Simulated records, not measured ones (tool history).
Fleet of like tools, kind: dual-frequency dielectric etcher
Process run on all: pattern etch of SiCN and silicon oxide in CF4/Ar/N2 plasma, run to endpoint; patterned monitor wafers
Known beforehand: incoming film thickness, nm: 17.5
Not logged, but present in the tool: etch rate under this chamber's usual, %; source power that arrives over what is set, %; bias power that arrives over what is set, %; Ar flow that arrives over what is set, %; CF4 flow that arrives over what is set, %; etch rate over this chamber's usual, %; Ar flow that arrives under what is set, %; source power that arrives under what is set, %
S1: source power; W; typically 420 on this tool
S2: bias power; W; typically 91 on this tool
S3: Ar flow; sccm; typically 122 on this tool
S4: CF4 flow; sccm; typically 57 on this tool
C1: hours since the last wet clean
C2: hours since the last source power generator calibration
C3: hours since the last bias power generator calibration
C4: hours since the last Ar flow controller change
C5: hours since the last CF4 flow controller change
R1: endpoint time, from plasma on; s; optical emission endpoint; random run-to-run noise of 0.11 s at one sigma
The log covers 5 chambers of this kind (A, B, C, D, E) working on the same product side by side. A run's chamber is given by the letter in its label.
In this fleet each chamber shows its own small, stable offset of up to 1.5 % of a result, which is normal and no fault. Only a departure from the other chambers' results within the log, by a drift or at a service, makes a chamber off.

run	hour	S1	S2	S3	S4	C1	C2	C3	C4	C5	R1
1B	12.0	420	91	122	57	234.2	2755.6	96.1	1596.8	2802.5	21.253
2E	22.5	420	91	122	57	168.7	1210.4	4507.2	1060.0	4142.5	21.043
3C	33.9	420	91	122	57	259.4	2975.1	647.3	1703.5	220.0	21.086
# hour 38.9: chamber C: source power generator calibrated
4A	42.4	420	91	122	57	328.0	811.1	3337.9	91.1	1924.0	20.900
# hour 48.5: chamber B: source power generator calibrated
5D	51.0	420	91	122	57	522.4	1385.1	2433.7	894.2	84.0	21.141
# hour 55.4: chamber D: bias power generator calibrated
6A	63.7	420	91	122	57	349.3	832.4	3359.2	112.4	1945.3	21.039
7B	73.4	420	91	122	57	295.6	25.0	157.5	1658.2	2863.9	21.442
8E	79.2	420	91	122	57	225.4	1267.1	4563.9	1116.7	4199.2	21.119
9D	85.2	420	91	122	57	556.6	1419.3	29.9	928.4	118.2	21.079
10C	96.2	420	91	122	57	321.7	57.4	709.6	1765.8	282.3	21.173
11E	102.5	420	91	122	57	248.7	1290.4	4587.2	1140.0	4222.5	20.859
12A	113.4	420	91	122	57	399.0	882.1	3408.9	162.1	1995.0	20.931
# hour 116.3: chamber D: wet clean of the chamber
# hour 122.0: chamber A: wet clean of the chamber
13C	123.8	420	98	122	48	349.3	85.0	737.2	1793.4	309.9	20.968
14B	133.0	420	98	122	48	355.2	84.6	217.1	1717.8	2923.5	21.325
# hour 133.2: chamber B: CF4 flow controller replaced
15D	142.7	420	98	122	48	26.5	1476.8	87.4	985.9	175.7	21.890
16D	151.3	420	98	122	48	35.1	1485.4	96.0	994.5	184.3	21.833
17E	157.8	420	98	122	48	304.0	1345.7	4642.5	1195.3	4277.8	20.910
18B	167.5	420	91	122	57	389.7	119.1	251.6	1752.3	34.3	21.283
19A	173.4	420	91	122	57	51.4	942.1	3468.9	222.1	2055.0	20.879
# hour 179.9: chamber C: wet clean of the chamber
20C	180.2	420	91	122	57	0.4	141.4	793.6	1849.8	366.3	21.135
21D	186.8	420	91	122	57	70.6	1520.9	131.5	1030.0	219.8	21.891
22B	194.8	420	91	122	57	417.0	146.4	278.9	1779.6	61.6	21.372
23E	206.7	420	91	122	57	352.9	1394.6	4691.4	1244.2	4326.7	21.008
24C	215.7	420	91	122	57	35.9	176.9	829.1	1885.3	401.8	21.052
# hour 220.4: chamber B: wet clean of the chamber
25A	226.4	420	91	122	57	104.4	995.1	3521.9	275.1	2108.0	21.006
26A	233.3	370	91	112	57	111.3	1002.0	3528.8	282.0	2114.9	22.900
27E	240.8	370	91	112	57	387.0	1428.7	4725.5	1278.3	4360.8	23.134
28C	248.8	370	91	112	57	69.0	210.0	862.2	1918.4	434.9	23.196
29D	261.2	370	91	112	57	145.0	1595.3	205.9	1104.4	294.2	24.418
30B	271.1	370	91	112	57	50.7	222.7	355.2	1855.9	137.9	23.419

All 5 chambers run these settings next. Forecast each chamber's results:
31A	280.4	420	91	122	57						?
31B	280.4	420	91	122	57						?
31C	280.4	420	91	122	57						?
31D	280.4	420	91	122	57						?
31E	280.4	420	91	122	57						?

run	R1
31A	20.824
31B	21.217
31C	20.957
31D	22.049
31E	21.041

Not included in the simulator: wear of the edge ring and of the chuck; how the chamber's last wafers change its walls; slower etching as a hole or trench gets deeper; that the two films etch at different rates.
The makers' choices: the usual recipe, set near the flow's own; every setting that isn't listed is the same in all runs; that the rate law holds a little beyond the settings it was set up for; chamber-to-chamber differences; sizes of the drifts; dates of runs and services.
